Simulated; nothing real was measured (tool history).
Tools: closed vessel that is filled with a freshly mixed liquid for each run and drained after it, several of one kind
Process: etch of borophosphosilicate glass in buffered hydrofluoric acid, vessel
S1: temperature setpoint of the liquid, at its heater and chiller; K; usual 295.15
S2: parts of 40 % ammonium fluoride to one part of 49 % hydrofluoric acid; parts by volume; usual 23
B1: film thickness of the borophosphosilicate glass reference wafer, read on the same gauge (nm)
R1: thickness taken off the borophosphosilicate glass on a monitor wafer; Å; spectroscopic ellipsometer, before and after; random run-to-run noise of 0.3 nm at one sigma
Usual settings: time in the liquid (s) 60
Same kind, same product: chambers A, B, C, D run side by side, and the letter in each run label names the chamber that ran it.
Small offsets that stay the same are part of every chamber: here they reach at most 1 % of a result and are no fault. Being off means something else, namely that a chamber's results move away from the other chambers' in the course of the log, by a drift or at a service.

run 1B hour=5.6 | S1=295.15 S2=23 time_in_the_liquid_(s)=60 | B1=59.98 | R1=322.38
run 2C hour=15.7 | S1=295.15 S2=23 time_in_the_liquid_(s)=60 | B1=59.99 | R1=321.91
run 3D hour=23.1 | S1=295.15 S2=23 time_in_the_liquid_(s)=60 | B1=59.988 | R1=314.83
run 4A hour=33 | S1=295.15 S2=23 time_in_the_liquid_(s)=60 | B1=59.979 | R1=312.38
run 5C hour=42.3 | S1=295.15 S2=23 time_in_the_liquid_(s)=95 | B1=60.003 | R1=506.18
run 6A hour=48.5 | S1=295.15 S2=23 time_in_the_liquid_(s)=95 | B1=59.973 | R1=503.07
run 7B hour=58.5 | S1=295.15 S2=23 time_in_the_liquid_(s)=95 | B1=59.981 | R1=511.04
run 8D hour=66.5 | S1=295.15 S2=23 time_in_the_liquid_(s)=95 | B1=59.992 | R1=509.82
run 9B hour=76.6 | S1=295.15 S2=23 time_in_the_liquid_(s)=60 | B1=60.02 | R1=316.73
run 10C hour=84.7 | S1=295.15 S2=23 time_in_the_liquid_(s)=60 | B1=60.006 | R1=311.34
run 11A hour=94.9 | S1=295.15 S2=23 time_in_the_liquid_(s)=60 | B1=59.958 | R1=313.27
run 12D hour=102.4 | S1=295.15 S2=23 time_in_the_liquid_(s)=60 | B1=60.001 | R1=316.84
run 13D hour=111.4 | S1=295.15 S2=23 time_in_the_liquid_(s)=60 | B1=59.979 | R1=314.96
run 14A hour=119.1 | S1=295.15 S2=23 time_in_the_liquid_(s)=60 | B1=60.001 | R1=315.68
run 15C hour=127.7 | S1=295.15 S2=23 time_in_the_liquid_(s)=60 | B1=59.976 | R1=306.7
run 16B hour=132.7 | S1=295.15 S2=23 time_in_the_liquid_(s)=60 | B1=59.988 | R1=322.87
run 17A hour=142.1 | S1=295.15 S2=23 time_in_the_liquid_(s)=60 | B1=60.003 | R1=313.47
run 18B hour=152.3 | S1=295.15 S2=23 time_in_the_liquid_(s)=60 | B1=60.002 | R1=321.01
run 19C hour=158.1 | S1=295.15 S2=23 time_in_the_liquid_(s)=60 | B1=59.972 | R1=303.47
run 20D hour=167.4 | S1=295.15 S2=23 time_in_the_liquid_(s)=60 | B1=59.988 | R1=321.44
run 21D hour=176.3 | S1=295.15 S2=23 time_in_the_liquid_(s)=60 | B1=59.986 | R1=320.3
run 22A hour=181.6 | S1=295.15 S2=23 time_in_the_liquid_(s)=60 | B1=60.004 | R1=315.06
run 23C hour=187.5 | S1=295.15 S2=23 time_in_the_liquid_(s)=60 | B1=60.001 | R1=297.87
run 24B hour=196.3 | S1=295.15 S2=23 time_in_the_liquid_(s)=60 | B1=59.987 | R1=319.32
run 25A hour=203.8 | S1=295.15 S2=23 time_in_the_liquid_(s)=60 | B1=59.979 | R1=320.23
run 26B hour=211 | S1=295.15 S2=23 time_in_the_liquid_(s)=60 | B1=60.008 | R1=322.78
run 27C hour=217.5 | S1=295.15 S2=23 time_in_the_liquid_(s)=60 | B1=60.005 | R1=294.36
run 28D hour=222 | S1=295.15 S2=23 time_in_the_liquid_(s)=60 | B1=60.008 | R1=313.79
run 29B hour=231.5 | S1=295.15 S2=23 time_in_the_liquid_(s)=60 | B1=59.991 | R1=322.25

Next, all 4 chambers run the settings below, one line each with question marks for the results. What does each chamber give?
run 30A hour=238.8 | S1=295.15 S2=23 time_in_the_liquid_(s)=60 | R1=?
run 30B hour=238.8 | S1=295.15 S2=23 time_in_the_liquid_(s)=60 | R1=?
run 30C hour=238.8 | S1=295.15 S2=23 time_in_the_liquid_(s)=60 | R1=?
run 30D hour=238.8 | S1=295.15 S2=23 time_in_the_liquid_(s)=60 | R1=?

run=30A R1=322.42
run=30B R1=324.06
run=30C R1=295.66
run=30D R1=319.3

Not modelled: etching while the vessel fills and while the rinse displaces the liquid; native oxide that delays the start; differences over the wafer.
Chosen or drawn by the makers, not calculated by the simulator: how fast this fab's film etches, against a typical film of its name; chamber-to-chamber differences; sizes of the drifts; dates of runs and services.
